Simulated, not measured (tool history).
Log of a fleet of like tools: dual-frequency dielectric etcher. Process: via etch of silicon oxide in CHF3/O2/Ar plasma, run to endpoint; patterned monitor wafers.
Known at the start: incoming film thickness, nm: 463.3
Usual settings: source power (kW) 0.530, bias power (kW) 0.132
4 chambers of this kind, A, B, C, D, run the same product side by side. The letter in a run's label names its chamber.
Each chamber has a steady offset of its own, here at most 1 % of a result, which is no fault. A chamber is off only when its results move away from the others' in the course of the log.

| run | hour | source power (kW) | bias power (kW) | hours since the last wet clean | hours since the last source power generator calibration | hours since the last bias power generator calibration | endpoint time (s) |
|---|---|---|---|---|---|---|---|
| 1A | 8.0 | 0.530 | 0.132 | 454.9 | 1200.9 | 1007.8 | 277.07 |
| 2C | 22.9 | 0.530 | 0.132 | 237.3 | 1977.9 | 1274.0 | 274.36 |
| 3B | 35.8 | 0.530 | 0.132 | 95.0 | 2920.9 | 2550.7 | 271.92 |
| 4D | 50.4 | 0.530 | 0.132 | 472.7 | 3913.9 | 775.2 | 270.51 |
| 5A | 58.7 | 0.450 | 0.143 | 505.6 | 1251.6 | 1058.5 | 287.68 |
| 6C | 65.5 | 0.450 | 0.143 | 279.9 | 2020.5 | 1316.6 | 281.13 |
| 7B | 76.2 | 0.450 | 0.143 | 135.4 | 2961.3 | 2591.1 | 283.13 |
| 8D | 89.8 | 0.450 | 0.143 | 512.1 | 3953.3 | 814.6 | 278.02 |
| 9B | 99.8 | 0.590 | 0.132 | 159.0 | 2984.9 | 2614.7 | 262.31 |
|  | 113.6 | chamber B: bias power generator calibrated |
| 10C | 114.8 | 0.590 | 0.132 | 329.2 | 2069.8 | 1365.9 | 263.21 |
|  | 124.2 | chamber A: wet clean of the chamber |
| 11D | 126.0 | 0.590 | 0.132 | 548.3 | 3989.5 | 850.8 | 255.88 |
| 12A | 138.6 | 0.590 | 0.132 | 14.5 | 1331.5 | 1138.4 | 265.07 |
| 13A | 151.4 | 0.530 | 0.132 | 27.3 | 1344.3 | 1151.2 | 274.61 |
| 14B | 160.5 | 0.530 | 0.132 | 219.7 | 3045.6 | 46.9 | 269.98 |
|  | 160.7 | chamber D: source power generator calibrated |
| 15C | 171.4 | 0.530 | 0.132 | 385.8 | 2126.4 | 1422.5 | 274.68 |
|  | 181.5 | chamber C: wet clean of the chamber |
| 16D | 184.7 | 0.530 | 0.132 | 607.0 | 24.1 | 909.5 | 271.56 |
| 17D | 194.2 | 0.530 | 0.132 | 616.5 | 33.6 | 919.0 | 269.26 |
| 18B | 203.5 | 0.530 | 0.132 | 262.7 | 3088.6 | 89.9 | 273.86 |
|  | 208.3 | chamber D: wet clean of the chamber |
| 19C | 213.9 | 0.530 | 0.132 | 32.5 | 2168.9 | 1465.0 | 260.88 |
| 20A | 225.6 | 0.530 | 0.132 | 101.5 | 1418.5 | 1225.4 | 273.30 |
| 21C | 240.5 | 0.530 | 0.132 | 59.1 | 2195.5 | 1491.6 | 262.94 |
| 22B | 253.8 | 0.610 | 0.132 | 313.0 | 3138.9 | 140.2 | 261.39 |
| 23D | 265.0 | 0.610 | 0.132 | 56.8 | 104.4 | 989.8 | 254.74 |
| 24A | 276.9 | 0.610 | 0.132 | 152.8 | 1469.8 | 1276.7 | 260.26 |
| 25B | 285.3 | 0.610 | 0.132 | 344.5 | 3170.4 | 171.7 | 256.44 |
| 26C | 301.0 | 0.530 | 0.132 | 119.6 | 2256.0 | 1552.1 | 265.24 |
| 27D | 311.3 | 0.530 | 0.132 | 103.1 | 150.7 | 1036.1 | 271.91 |

Is one chamber off against the others, does the gauge drift, or is nothing wrong? If a chamber is off, say which, and what the likeliest cause is.

A service left chamber C off against the others.
Cause: etch rate over this chamber's usual, % = 3.52.

Here are 4 candidates for chamber C's next run, each the usual settings with a change, their results left as question marks. Which one brings its results back in line with what the others give on the usual settings?
In line means no further than this from the other chambers' mean on the usual settings: endpoint time (s) 6.50
| 28C-1 | 322.6 | 0.530 | 0.098 |  |  |  | ? |
| 28C-2 | 322.6 | 0.530 | 0.148 |  |  |  | ? |
| 28C-3 | 322.6 | 0.500 | 0.125 |  |  |  | ? |
| 28C-4 | 322.6 | 0.640 | 0.132 |  |  |  | ? |

The other chambers' mean on the usual settings: endpoint time (s) 273.08
| run | endpoint time (s) |
|---|---|
| 28C-1 | 287.97 |
| 28C-2 | 253.83 |
| 28C-3 | 273.77 |
| 28C-4 | 244.81 |
28C-3 brings the chamber back in line.
